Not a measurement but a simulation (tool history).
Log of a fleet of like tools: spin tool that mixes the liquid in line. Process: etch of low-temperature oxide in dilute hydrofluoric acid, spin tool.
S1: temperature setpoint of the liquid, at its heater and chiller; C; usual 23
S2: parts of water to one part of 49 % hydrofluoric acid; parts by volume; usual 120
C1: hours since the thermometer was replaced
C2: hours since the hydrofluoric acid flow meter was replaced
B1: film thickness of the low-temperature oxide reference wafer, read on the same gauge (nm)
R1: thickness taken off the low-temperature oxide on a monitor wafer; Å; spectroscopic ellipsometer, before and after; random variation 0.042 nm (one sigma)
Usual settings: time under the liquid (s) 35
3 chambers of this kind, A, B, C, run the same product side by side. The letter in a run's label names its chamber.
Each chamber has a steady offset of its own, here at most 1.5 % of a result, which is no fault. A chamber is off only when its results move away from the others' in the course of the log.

Run 1C, day 0.400: usual settings; C1 771.7; C2 400.7; B1 119.95. Result: R1 95.610 Å.
Run 2B, day 0.738: usual settings; C1 630.8; C2 32.8; B1 119.98. Result: R1 96.612 Å.
At day 0.833: chamber C: hydrofluoric acid flow meter replaced.
Run 3A, day 1.208: usual settings; C1 110.5; C2 1896.9; B1 119.98. Result: R1 97.796 Å.
Run 4A, day 1.488: usual settings; C1 117.2; C2 1903.6; B1 120.00. Result: R1 97.518 Å.
At day 1.804: chamber C: thermometer replaced.
Run 5C, day 1.888: usual settings; C1 2.1; C2 25.4; B1 119.99. Result: R1 95.965 Å.
Run 6B, day 2.321: usual settings; C1 668.8; C2 70.8; B1 119.98. Result: R1 96.563 Å.
Run 7C, day 2.725: usual settings; C1 22.2; C2 45.5; B1 120.05. Result: R1 96.510 Å.
Run 8A, day 3.275: usual settings but S1 21 C; C1 160.1; C2 1946.5; B1 120.05. Result: R1 90.074 Å.
Run 9B, day 3.579: usual settings but S1 21 C; C1 699.0; C2 101.0; B1 119.97. Result: R1 89.868 Å.
Run 10B, day 4.058: usual settings but S1 21 C; C1 710.5; C2 112.5; B1 120.01. Result: R1 89.013 Å.
Run 11C, day 4.517: usual settings; C1 65.2; C2 88.5; B1 120.03. Result: R1 96.308 Å.
Run 12A, day 4.867: usual settings; C1 198.3; C2 1984.7; B1 120.00. Result: R1 97.782 Å.
Run 13C, day 5.121: usual settings but S2 165 parts by volume, time under the liquid (s) 20; C1 79.7; C2 103.0; B1 119.98. Result: R1 37.737 Å.
Run 14A, day 5.583: usual settings but S2 165 parts by volume, time under the liquid (s) 20; C1 215.5; C2 2001.9; B1 120.02. Result: R1 38.478 Å.
Run 15B, day 5.979: usual settings but S2 165 parts by volume, time under the liquid (s) 20; C1 756.6; C2 158.6; B1 119.98. Result: R1 38.341 Å.
Run 16A, day 6.479: usual settings; C1 237.0; C2 2023.4; B1 120.00. Result: R1 98.270 Å.
Run 17C, day 6.971: usual settings; C1 124.1; C2 147.4; B1 119.94. Result: R1 95.988 Å.
Run 18B, day 7.262: usual settings; C1 787.4; C2 189.4; B1 120.02. Result: R1 97.367 Å.
Run 19A, day 7.604: usual settings; C1 264.0; C2 2050.4; B1 120.01. Result: R1 98.063 Å.
Run 20B, day 8.162: usual settings; C1 809.0; C2 211.0; B1 119.99. Result: R1 97.313 Å.
Run 21C, day 8.492: usual settings; C1 160.6; C2 183.9; B1 120.07. Result: R1 95.416 Å.
Run 22B, day 8.871: usual settings but S1 27 C, S2 65 parts by volume; C1 826.0; C2 228.0; B1 120.01. Result: R1 227.520 Å.
Run 23A, day 9.146: usual settings but S1 27 C, S2 65 parts by volume; C1 301.0; C2 2087.4; B1 120.01. Result: R1 231.680 Å.
Run 24C, day 9.629: usual settings but S1 27 C, S2 65 parts by volume; C1 187.9; C2 211.2; B1 120.06. Result: R1 223.590 Å.
Run 25A, day 9.950: usual settings; C1 320.3; C2 2106.7; B1 119.95. Result: R1 98.012 Å.
Run 26C, day 10.479: usual settings; C1 208.3; C2 231.6; B1 119.99. Result: R1 95.693 Å.
Run 27B, day 10.846: usual settings but S2 150 parts by volume, time under the liquid (s) 25; C1 873.4; C2 275.4; B1 119.96. Result: R1 53.044 Å.
Run 28B, day 11.375: usual settings but S2 150 parts by volume, time under the liquid (s) 25; C1 886.1; C2 288.1; B1 119.97. Result: R1 53.385 Å.
Run 29C, day 11.717: usual settings but S2 150 parts by volume, time under the liquid (s) 25; C1 238.0; C2 261.3; B1 120.02. Result: R1 52.668 Å.
Run 30A, day 11.983: usual settings but S2 60 parts by volume, time under the liquid (s) 15; C1 369.1; C2 2155.5; B1 120.02. Result: R1 91.865 Å.

All 3 chambers run these settings next. Forecast each chamber's results:
Run 31A, day 12.383: usual settings but S2 65 parts by volume. Result: R1 ?.
Run 31B, day 12.383: usual settings but S2 65 parts by volume. Result: R1 ?.
Run 31C, day 12.383: usual settings but S2 65 parts by volume. Result: R1 ?.

run       R1
31A  195.780
31B  193.050
31C  191.100

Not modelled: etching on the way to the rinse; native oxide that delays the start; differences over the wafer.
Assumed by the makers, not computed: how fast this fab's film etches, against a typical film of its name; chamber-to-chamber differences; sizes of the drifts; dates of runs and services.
